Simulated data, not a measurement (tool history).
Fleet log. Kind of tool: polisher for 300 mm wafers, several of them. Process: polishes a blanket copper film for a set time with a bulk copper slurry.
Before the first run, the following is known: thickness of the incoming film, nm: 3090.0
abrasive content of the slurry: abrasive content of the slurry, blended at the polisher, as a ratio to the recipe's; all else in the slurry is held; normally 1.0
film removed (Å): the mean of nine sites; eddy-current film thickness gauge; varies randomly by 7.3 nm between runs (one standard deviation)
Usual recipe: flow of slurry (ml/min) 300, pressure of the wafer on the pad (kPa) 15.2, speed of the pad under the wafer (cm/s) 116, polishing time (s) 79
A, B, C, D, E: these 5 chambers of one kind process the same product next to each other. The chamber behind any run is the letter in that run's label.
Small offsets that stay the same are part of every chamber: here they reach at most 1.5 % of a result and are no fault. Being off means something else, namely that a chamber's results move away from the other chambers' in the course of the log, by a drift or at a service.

run   hour  flow of slurry (ml/min)  pressure of the wafer on the pad (kPa)  speed of the pad under the wafer (cm/s)  abrasive content of the slurry  polishing time (s)  film removed (Å)
       5.2  -- chamber A: slurry blender recalibrated
 1B    9.6                      300                                    15.2                                      116                             1.0                  79            7633.8
 2A   18.5                      300                                    15.2                                      116                             1.0                  79            7466.9
 3E   31.4                      300                                    15.2                                      116                             1.0                  79            7642.2
      34.7  -- chamber C: worn pad replaced by a new one
 4C   46.0                      300                                    15.2                                      116                             1.0                  79            7526.2
      48.8  -- chamber A: worn pad replaced by a new one
 5D   54.7                      300                                    15.2                                      116                             1.0                  79            7599.1
 6A   66.6                      300                                    15.2                                      116                             1.0                  79            7430.8
 7D   73.7                      300                                    15.2                                      116                             1.0                  79            7433.4
      79.3  -- chamber E: worn pad replaced by a new one
 8B   83.1                      300                                    15.2                                      116                             1.0                  79            7565.3
 9C   91.8                      330                                    13.1                                      116                             1.0                  79            6569.3
      96.8  -- chamber D: worn pad replaced by a new one
10E  104.6                      330                                    13.1                                      116                             1.0                  79            6645.5
     108.0  -- chamber B: slurry nozzle cleaned
     109.1  -- chamber B: worn pad replaced by a new one
11C  113.8                      330                                    13.1                                      116                             1.0                  79            6574.0
12B  122.0                      330                                    13.1                                      116                             1.0                  79            6567.2
     129.5  -- chamber C: head pressure recalibrated
     130.9  -- chamber A: worn pad replaced by a new one
13D  135.5                      330                                    13.1                                      116                             1.0                  79            6442.7
14A  148.6                      300                                    15.2                                      116                             1.0                  79            7471.7
     150.4  -- chamber C: worn pad replaced by a new one
     152.8  -- chamber A: slurry nozzle cleaned
15E  160.4                      300                                    15.2                                      116                             1.0                  79            7481.2
     162.9  -- chamber E: worn pad replaced by a new one
16B  173.9                      300                                    15.2                                      116                             1.0                  79            7566.0
17A  181.9                      300                                    15.2                                      116                             1.0                  79            7528.4
     188.1  -- chamber D: slurry nozzle cleaned
18E  193.6                      300                                    15.2                                      116                             1.0                  79            7411.3
19D  205.5                      300                                    15.2                                      116                             1.0                  79            7545.0
     207.5  -- chamber D: slurry blender recalibrated
     216.9  -- chamber A: worn pad replaced by a new one
20C  219.3                      300                                    15.2                                      116                             1.0                  79            7546.8
     221.8  -- chamber D: worn pad replaced by a new one
     222.4  -- chamber C: slurry blender recalibrated
     228.9  -- chamber B: worn pad replaced by a new one
21C  234.2                      300                                    15.2                                      116                             1.0                  79            7513.1
     241.4  -- chamber B: slurry blender recalibrated
22A  247.1                      300                                    15.2                                      116                             1.0                  79            7477.8
     256.9  -- chamber E: worn pad replaced by a new one
23D  258.1                      300                                    15.2                                      116                             1.0                  79            7479.8
24E  267.8                      300                                    15.2                                      116                             1.0                  79            7414.4
     270.2  -- chamber C: worn pad replaced by a new one
25B  276.6                      300                                    15.2                                      116                             1.0                  79            7510.3
     280.1  -- chamber A: head pressure recalibrated
26C  288.3                      240                                    15.2                                      154                             1.0                  79            9694.3
27A  300.3                      240                                    15.2                                      154                             1.0                  79            9681.8
     305.4  -- chamber E: slurry blender recalibrated
     306.1  -- chamber A: worn pad replaced by a new one
28B  309.3                      240                                    15.2                                      154                             1.0                  79            9847.6
29E  318.3                      240                                    15.2                                      154                             1.0                  79            9507.4
30D  325.0                      240                                    15.2                                      154                             1.0                  79            9758.9
31A  334.2                      300                                    15.2                                      116                             1.0                  79            7455.6
     340.1  -- chamber D: worn pad replaced by a new one
     345.2  -- chamber D: head pressure recalibrated
32D  347.2                      300                                    15.2                                      116                             1.0                  79            7449.8
     355.1  -- chamber E: worn pad replaced by a new one
33C  356.2                      300                                    15.2                                      116                             1.0                  79            7498.9
34E  365.1                      300                                    15.2                                      116                             1.0                  79            7153.8
     369.7  -- chamber B: worn pad replaced by a new one
35B  373.7                      300                                    15.2                                      116                             1.0                  79            7623.5
36D  386.6                      300                                    15.2                                      116                             1.0                  79            7494.8
     388.2  -- chamber A: worn pad replaced by a new one
     395.0  -- chamber C: worn pad replaced by a new one
37B  396.5                      300                                    15.2                                       90                             0.8                  79            5612.9
38E  406.6                      300                                    15.2                                       90                             0.8                  79            5326.5
39A  420.2                      300                                    15.2                                       90                             0.8                  79            5534.8
     422.4  -- chamber D: slurry nozzle cleaned
40C  431.2                      300                                    15.2                                       90                             0.8                  79            5515.8
41B  439.1                      300                                    15.2                                       90                             0.8                  79            5722.1
42C  450.6                      300                                    20.0                                      116                             1.0                  97           12055.0
     454.0  -- chamber D: worn pad replaced by a new one
43D  458.1                      300                                    20.0                                      116                             1.0                  97           12168.0

Each of the 5 chambers runs these same settings next. Fill in every chamber's results:
44A  468.9                      300                                    15.2                                      116                             1.2                  79                 ?
44B  468.9                      300                                    15.2                                      116                             1.2                  79                 ?
44C  468.9                      300                                    15.2                                      116                             1.2                  79                 ?
44D  468.9                      300                                    15.2                                      116                             1.2                  79                 ?
44E  468.9                      300                                    15.2                                      116                             1.2                  79                 ?

run  film removed (Å)
44A            7685.5
44B            8063.8
44C            7907.8
44D            7814.7
44E            7375.5
